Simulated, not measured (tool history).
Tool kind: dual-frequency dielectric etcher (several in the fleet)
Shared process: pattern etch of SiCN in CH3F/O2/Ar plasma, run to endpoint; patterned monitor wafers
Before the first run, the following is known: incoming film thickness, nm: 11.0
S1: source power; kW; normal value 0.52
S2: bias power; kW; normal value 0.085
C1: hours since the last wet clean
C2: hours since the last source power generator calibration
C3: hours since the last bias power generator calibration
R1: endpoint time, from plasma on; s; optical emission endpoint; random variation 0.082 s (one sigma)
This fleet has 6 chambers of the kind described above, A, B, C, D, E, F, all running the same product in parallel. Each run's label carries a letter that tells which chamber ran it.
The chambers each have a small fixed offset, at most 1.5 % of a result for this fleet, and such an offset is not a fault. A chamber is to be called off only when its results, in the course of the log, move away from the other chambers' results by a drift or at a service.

run 1B hour=3.9 | S1=0.52 S2=0.085 | C1=202.7 C2=1517.3 C3=3416.8 | R1=25.11
run 2A hour=8.5 | S1=0.52 S2=0.085 | C1=287.4 C2=4090.9 C3=2511.3 | R1=25.013
run 3D hour=15.4 | S1=0.52 S2=0.085 | C1=235.2 C2=1287.8 C3=1059.4 | R1=25.37
run 4F hour=22.9 | S1=0.52 S2=0.085 | C1=445.9 C2=700 C3=1251.6 | R1=25.227
-- hour=26 chamber F: wet clean of the chamber
run 5E hour=30.7 | S1=0.52 S2=0.085 | C1=122.9 C2=2775.6 C3=2198.3 | R1=25.181
run 6C hour=34.7 | S1=0.52 S2=0.085 | C1=293.9 C2=662.5 C3=2953.6 | R1=25.268
run 7A hour=40.2 | S1=0.52 S2=0.085 | C1=319.1 C2=4122.6 C3=2543 | R1=25.136
run 8E hour=44.7 | S1=0.52 S2=0.085 | C1=136.9 C2=2789.6 C3=2212.3 | R1=25.273
run 9D hour=50.1 | S1=0.52 S2=0.085 | C1=269.9 C2=1322.5 C3=1094.1 | R1=25.229
run 10F hour=56.3 | S1=0.52 S2=0.085 | C1=30.3 C2=733.4 C3=1285 | R1=25.174
run 11C hour=60.3 | S1=0.52 S2=0.085 | C1=319.5 C2=688.1 C3=2979.2 | R1=25.055
run 12B hour=65.3 | S1=0.52 S2=0.085 | C1=264.1 C2=1578.7 C3=3478.2 | R1=25.111
run 13D hour=70.3 | S1=0.52 S2=0.085 | C1=290.1 C2=1342.7 C3=1114.3 | R1=25.283
run 14F hour=78.2 | S1=0.52 S2=0.085 | C1=52.2 C2=755.3 C3=1306.9 | R1=25.122
run 15B hour=82.9 | S1=0.52 S2=0.085 | C1=281.7 C2=1596.3 C3=3495.8 | R1=25.138
run 16C hour=87.1 | S1=0.52 S2=0.085 | C1=346.3 C2=714.9 C3=3006 | R1=24.953
run 17A hour=91 | S1=0.58 S2=0.069 | C1=369.9 C2=4173.4 C3=2593.8 | R1=25.839
run 18E hour=96.1 | S1=0.58 S2=0.069 | C1=188.3 C2=2841 C3=2263.7 | R1=25.796
run 19B hour=103.4 | S1=0.58 S2=0.069 | C1=302.2 C2=1616.8 C3=3516.3 | R1=25.869
run 20D hour=110.6 | S1=0.58 S2=0.069 | C1=330.4 C2=1383 C3=1154.6 | R1=26.143
-- hour=113 chamber E: source power generator calibrated
run 21E hour=118.3 | S1=0.58 S2=0.069 | C1=210.5 C2=5.3 C3=2285.9 | R1=25.553
run 22F hour=121.8 | S1=0.58 S2=0.069 | C1=95.8 C2=798.9 C3=1350.5 | R1=26.04
run 23A hour=126 | S1=0.52 S2=0.085 | C1=404.9 C2=4208.4 C3=2628.8 | R1=24.895
run 24C hour=133.3 | S1=0.52 S2=0.085 | C1=392.5 C2=761.1 C3=3052.2 | R1=24.944
run 25D hour=139.6 | S1=0.52 S2=0.085 | C1=359.4 C2=1412 C3=1183.6 | R1=25.349
run 26F hour=146.6 | S1=0.52 S2=0.085 | C1=120.6 C2=823.7 C3=1375.3 | R1=25.17
run 27E hour=152.5 | S1=0.52 S2=0.085 | C1=244.7 C2=39.5 C3=2320.1 | R1=24.707
run 28A hour=158.4 | S1=0.52 S2=0.085 | C1=437.3 C2=4240.8 C3=2661.2 | R1=24.893
run 29B hour=163.2 | S1=0.52 S2=0.085 | C1=362 C2=1676.6 C3=3576.1 | R1=25.048
run 30C hour=170.1 | S1=0.4 S2=0.095 | C1=429.3 C2=797.9 C3=3089 | R1=26.614
run 31F hour=174 | S1=0.4 S2=0.095 | C1=148 C2=851.1 C3=1402.7 | R1=26.437
run 32B hour=179.7 | S1=0.4 S2=0.095 | C1=378.5 C2=1693.1 C3=3592.6 | R1=26.577
run 33D hour=185.7 | S1=0.4 S2=0.095 | C1=405.5 C2=1458.1 C3=1229.7 | R1=26.836
run 34A hour=191.8 | S1=0.4 S2=0.095 | C1=470.7 C2=4274.2 C3=2694.6 | R1=26.363
run 35E hour=197.1 | S1=0.4 S2=0.095 | C1=289.3 C2=84.1 C3=2364.7 | R1=26.025
-- hour=202.6 chamber D: wet clean of the chamber
run 36C hour=204.1 | S1=0.52 S2=0.085 | C1=463.3 C2=831.9 C3=3123 | R1=25.088
run 37D hour=207.6 | S1=0.52 S2=0.085 | C1=5 C2=1480 C3=1251.6 | R1=25.422
run 38A hour=211.7 | S1=0.52 S2=0.085 | C1=490.6 C2=4294.1 C3=2714.5 | R1=25.144
run 39F hour=216.4 | S1=0.52 S2=0.085 | C1=190.4 C2=893.5 C3=1445.1 | R1=25.132
run 40E hour=222.7 | S1=0.52 S2=0.085 | C1=314.9 C2=109.7 C3=2390.3 | R1=24.383
run 41B hour=226.2 | S1=0.52 S2=0.085 | C1=425 C2=1739.6 C3=3639.1 | R1=25.043

Is one chamber out of step, is the gauge drifting, or do the chambers differ by no more than their own small offsets? For an off chamber, give its letter and the likeliest cause.

Chamber E drifts away from the others.
Most likely cause: etch rate over this chamber's usual, % = 3.77.

Here are 4 candidates for chamber E's next run, each the usual settings with a change, their results left as question marks. Which one brings its results back in line with what the others give on the usual settings?
In-line tolerance around the mean of the other chambers on the usual settings: R1 0.29 s
run 42E-1 hour=231.9 | S1=0.57 S2=0.085 | R1=?
run 42E-2 hour=231.9 | S1=0.49 S2=0.081 | R1=?
run 42E-3 hour=231.9 | S1=0.52 S2=0.069 | R1=?
run 42E-4 hour=231.9 | S1=0.57 S2=0.093 | R1=?

Mean of the other chambers on the usual settings: R1 25.108 s
run=42E-1 R1=23.373
run=42E-2 R1=25.148
run=42E-3 R1=26.021
run=42E-4 R1=22.627
42E-2 is the one that brings the chamber's results back in line with the other chambers.

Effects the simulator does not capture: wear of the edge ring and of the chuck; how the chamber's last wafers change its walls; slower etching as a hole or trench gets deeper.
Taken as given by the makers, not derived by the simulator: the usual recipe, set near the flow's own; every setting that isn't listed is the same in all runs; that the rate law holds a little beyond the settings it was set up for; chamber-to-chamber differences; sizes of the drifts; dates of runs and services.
